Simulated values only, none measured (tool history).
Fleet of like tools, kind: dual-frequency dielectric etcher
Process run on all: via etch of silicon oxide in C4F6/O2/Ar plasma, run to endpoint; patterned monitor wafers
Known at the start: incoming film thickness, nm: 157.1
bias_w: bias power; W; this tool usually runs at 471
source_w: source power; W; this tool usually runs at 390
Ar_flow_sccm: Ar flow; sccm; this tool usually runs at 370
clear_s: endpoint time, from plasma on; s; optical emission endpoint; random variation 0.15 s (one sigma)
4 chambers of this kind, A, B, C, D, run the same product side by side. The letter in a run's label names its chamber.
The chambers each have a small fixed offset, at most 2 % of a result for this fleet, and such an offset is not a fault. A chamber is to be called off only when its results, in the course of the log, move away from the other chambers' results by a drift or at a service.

run     day  bias_w  source_w  Ar_flow_sccm  clear_s
      0.121  -- chamber B: source power generator calibrated
 1B   0.258     471       390           370   36.630
 2A   0.767     471       390           370   36.104
 3D   1.242     471       390           370   36.309
 4C   1.608     471       390           370   36.088
 5C   1.967     471       390           370   36.055
 6B   2.454     397       340           370   41.210
 7A   2.692     397       340           370   40.244
 8D   3.092     397       340           370   41.238
 9A   3.421     397       340           370   40.631
      3.575  -- chamber B: wet clean of the chamber
10C   3.746     471       390           370   35.860
11D   4.238     471       390           370   36.671
      4.346  -- chamber D: wet clean of the chamber
12B   4.692     471       390           370   36.730
      4.833  -- chamber D: bias power generator calibrated
13B   5.038     471       390           370   36.478
14D   5.496     471       390           370   36.378
15C   5.933     471       390           370   36.108
16A   6.412     471       390           370   36.132
17D   6.729     471       390           370   36.480
18B   7.083     471       390           370   36.819
19A   7.462     471       420           429   35.544
20C   7.829     471       420           429   35.622
21D   8.058     471       420           429   35.931
22A   8.408     471       420           429   35.710
      8.562  -- chamber C: wet clean of the chamber
23C   8.875     471       390           370   36.068
24B   9.317     471       390           370   36.934
25B   9.592     471       390           370   36.609
26D   9.962     433       390           370   37.200
27C  10.425     433       390           370   37.089
28A  10.650     433       390           370   36.893
29A  11.150     433       390           370   36.891
30C  11.642     471       340           370   37.841
31D  11.888     471       340           370   38.359
32B  12.392     471       340           370   38.564
33C  12.796     471       340           370   37.789
34D  13.204     471       390           370   36.292
35B  13.533     471       390           370   37.024
36A  13.925     471       390           370   35.226
37C  14.238     471       390           370   36.074
38A  14.579     471       390           370   35.302
39B  14.850     471       340           370   38.754
40D  15.233     471       340           370   38.194

Decide between three cases: one chamber stands off from its peers, the gauge reading all wafers drifts, or nothing is wrong past each chamber's small offset. Where a chamber is off, say which and what most likely put it there.

Chamber A drifts away from the others.
Most likely cause: etch rate over this chamber's usual, % = 3.28.

Chamber A could run next with any of the 4 candidate recipes listed below; each alters the usual settings, and their results appear as question marks. Which one brings its results back in line with what the other chambers deliver on the usual settings?
Counts as in line when no further than this from what the other chambers average on the usual settings: clear_s 0.510 s
41A-1  15.604     423       350           370        ?
41A-2  15.604     448       370           370        ?
41A-3  15.604     561       390           349        ?
41A-4  15.604     517       390           370        ?

Usual-settings mean across the other chambers: clear_s 36.364 s
  run  clear_s
41A-1   37.910
41A-2   36.374
41A-3   32.596
41A-4   33.833
41A-2 is the one that brings the chamber's results back in line with the other chambers.
